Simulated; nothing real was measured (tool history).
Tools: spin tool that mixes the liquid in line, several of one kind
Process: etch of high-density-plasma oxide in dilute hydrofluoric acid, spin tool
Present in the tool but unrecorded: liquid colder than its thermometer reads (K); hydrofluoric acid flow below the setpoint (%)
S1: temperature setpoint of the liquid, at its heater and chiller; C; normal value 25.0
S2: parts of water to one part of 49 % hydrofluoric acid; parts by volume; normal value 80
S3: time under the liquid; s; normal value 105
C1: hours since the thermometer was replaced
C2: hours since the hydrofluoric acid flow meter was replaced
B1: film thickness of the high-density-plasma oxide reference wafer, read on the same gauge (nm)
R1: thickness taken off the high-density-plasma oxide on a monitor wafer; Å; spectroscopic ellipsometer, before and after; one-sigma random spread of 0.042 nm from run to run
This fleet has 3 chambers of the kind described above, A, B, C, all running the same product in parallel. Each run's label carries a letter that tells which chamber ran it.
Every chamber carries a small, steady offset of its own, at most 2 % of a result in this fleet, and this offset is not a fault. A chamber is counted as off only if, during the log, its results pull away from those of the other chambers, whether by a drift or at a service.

run 1C day=0.292 | S1=25.0 S2=80 S3=105 | C1=195.2 C2=321.3 | B1=120.00 | R1=68.923
run 2B day=0.492 | S1=25.0 S2=80 S3=105 | C1=584.5 C2=1957.7 | B1=120.03 | R1=71.333
run 3A day=0.771 | S1=25.0 S2=80 S3=105 | C1=924.6 C2=926.2 | B1=119.97 | R1=70.832
run 4A day=0.967 | S1=25.0 S2=80 S3=105 | C1=929.3 C2=930.9 | B1=119.97 | R1=70.540
run 5B day=1.204 | S1=25.0 S2=80 S3=105 | C1=601.6 C2=1974.8 | B1=120.00 | R1=71.319
run 6C day=1.425 | S1=25.0 S2=80 S3=105 | C1=222.4 C2=348.5 | B1=120.06 | R1=69.428
run 7C day=1.650 | S1=28.5 S2=80 S3=155 | C1=227.8 C2=353.9 | B1=119.96 | R1=118.330
run 8B day=1.875 | S1=28.5 S2=80 S3=155 | C1=617.7 C2=1990.9 | B1=119.98 | R1=120.360
run 9A day=2.138 | S1=28.5 S2=80 S3=155 | C1=957.4 C2=959.0 | B1=120.01 | R1=120.280
run 10A day=2.267 | S1=25.0 S2=80 S3=105 | C1=960.5 C2=962.1 | B1=119.97 | R1=70.825
run 11C day=2.408 | S1=25.0 S2=80 S3=105 | C1=246.0 C2=372.1 | B1=119.99 | R1=71.083
run 12B day=2.592 | S1=25.0 S2=80 S3=105 | C1=634.9 C2=2008.1 | B1=119.97 | R1=70.689
-- day=2.638 chamber B: hydrofluoric acid flow meter replaced
run 13C day=2.767 | S1=25.0 S2=80 S3=105 | C1=254.6 C2=380.7 | B1=120.02 | R1=70.122
run 14A day=2.992 | S1=25.0 S2=80 S3=105 | C1=977.9 C2=979.5 | B1=120.05 | R1=71.382
run 15B day=3.271 | S1=25.0 S2=80 S3=105 | C1=651.2 C2=15.3 | B1=120.00 | R1=70.036
run 16C day=3.554 | S1=25.0 S2=80 S3=105 | C1=273.5 C2=399.6 | B1=120.00 | R1=70.345
run 17A day=3.808 | S1=25.0 S2=80 S3=105 | C1=997.5 C2=999.1 | B1=120.02 | R1=71.610
run 18B day=3.958 | S1=25.0 S2=80 S3=105 | C1=667.7 C2=31.8 | B1=120.00 | R1=69.997
run 19A day=4.192 | S1=25.0 S2=80 S3=105 | C1=1006.7 C2=1008.3 | B1=119.98 | R1=70.887
run 20C day=4.479 | S1=25.0 S2=80 S3=105 | C1=295.7 C2=421.8 | B1=120.04 | R1=69.908
run 21B day=4.608 | S1=25.0 S2=80 S3=105 | C1=683.3 C2=47.4 | B1=120.01 | R1=69.504
run 22B day=4.771 | S1=25.0 S2=80 S3=105 | C1=687.2 C2=51.3 | B1=119.98 | R1=69.000
run 23C day=4.912 | S1=25.0 S2=80 S3=105 | C1=306.1 C2=432.2 | B1=119.94 | R1=70.205
run 24A day=5.196 | S1=25.0 S2=80 S3=105 | C1=1030.8 C2=1032.4 | B1=120.02 | R1=70.955
run 25C day=5.400 | S1=25.0 S2=80 S3=105 | C1=317.8 C2=443.9 | B1=119.95 | R1=69.059
run 26A day=5.571 | S1=25.0 S2=80 S3=105 | C1=1039.8 C2=1041.4 | B1=120.09 | R1=70.800
run 27B day=5.850 | S1=25.0 S2=80 S3=105 | C1=713.1 C2=77.2 | B1=120.05 | R1=68.631
run 28B day=6.062 | S1=25.0 S2=80 S3=105 | C1=718.2 C2=82.3 | B1=120.01 | R1=68.784
run 29A day=6.242 | S1=25.0 S2=80 S3=105 | C1=1055.9 C2=1057.5 | B1=119.99 | R1=70.551
run 30C day=6.379 | S1=25.0 S2=80 S3=105 | C1=341.3 C2=467.4 | B1=120.05 | R1=70.506
run 31A day=6.558 | S1=25.0 S2=80 S3=105 | C1=1063.5 C2=1065.1 | B1=120.00 | R1=71.766
run 32C day=6.800 | S1=25.0 S2=80 S3=105 | C1=351.4 C2=477.5 | B1=120.00 | R1=69.717
run 33B day=7.046 | S1=25.0 S2=80 S3=105 | C1=741.8 C2=105.9 | B1=120.02 | R1=67.938
run 34C day=7.325 | S1=25.0 S2=80 S3=105 | C1=364.0 C2=490.1 | B1=119.99 | R1=70.019

Has any chamber moved away from the others, gradually or after a service, or does the common gauge drift, or do the chambers differ only by their own small steady offsets? State the chamber and the most likely cause if one applies.

Chamber B drifts away from the others.
Likeliest cause: liquid colder than its thermometer reads (K) = 1.46.

Which of the 4 candidates below, each the usual settings with something changed and its results left as question marks, puts chamber B back in line with what the other chambers give on the usual settings?
A result is in line if it is within this distance of the other chambers' mean on the usual settings: R1 1.500 Å
run 35B-1 day=7.533 | S1=24.5 S2=85 S3=105 | R1=?
run 35B-2 day=7.533 | S1=25.0 S2=80 S3=110 | R1=?
run 35B-3 day=7.533 | S1=25.0 S2=80 S3=115 | R1=?
run 35B-4 day=7.533 | S1=25.0 S2=80 S3=100 | R1=?

The mean the other chambers reach with the usual settings: R1 70.635 Å
run=35B-1 R1=62.232
run=35B-2 R1=71.121
run=35B-3 R1=74.354
run=35B-4 R1=64.656
With 35B-2, the chamber falls back in line with the rest.
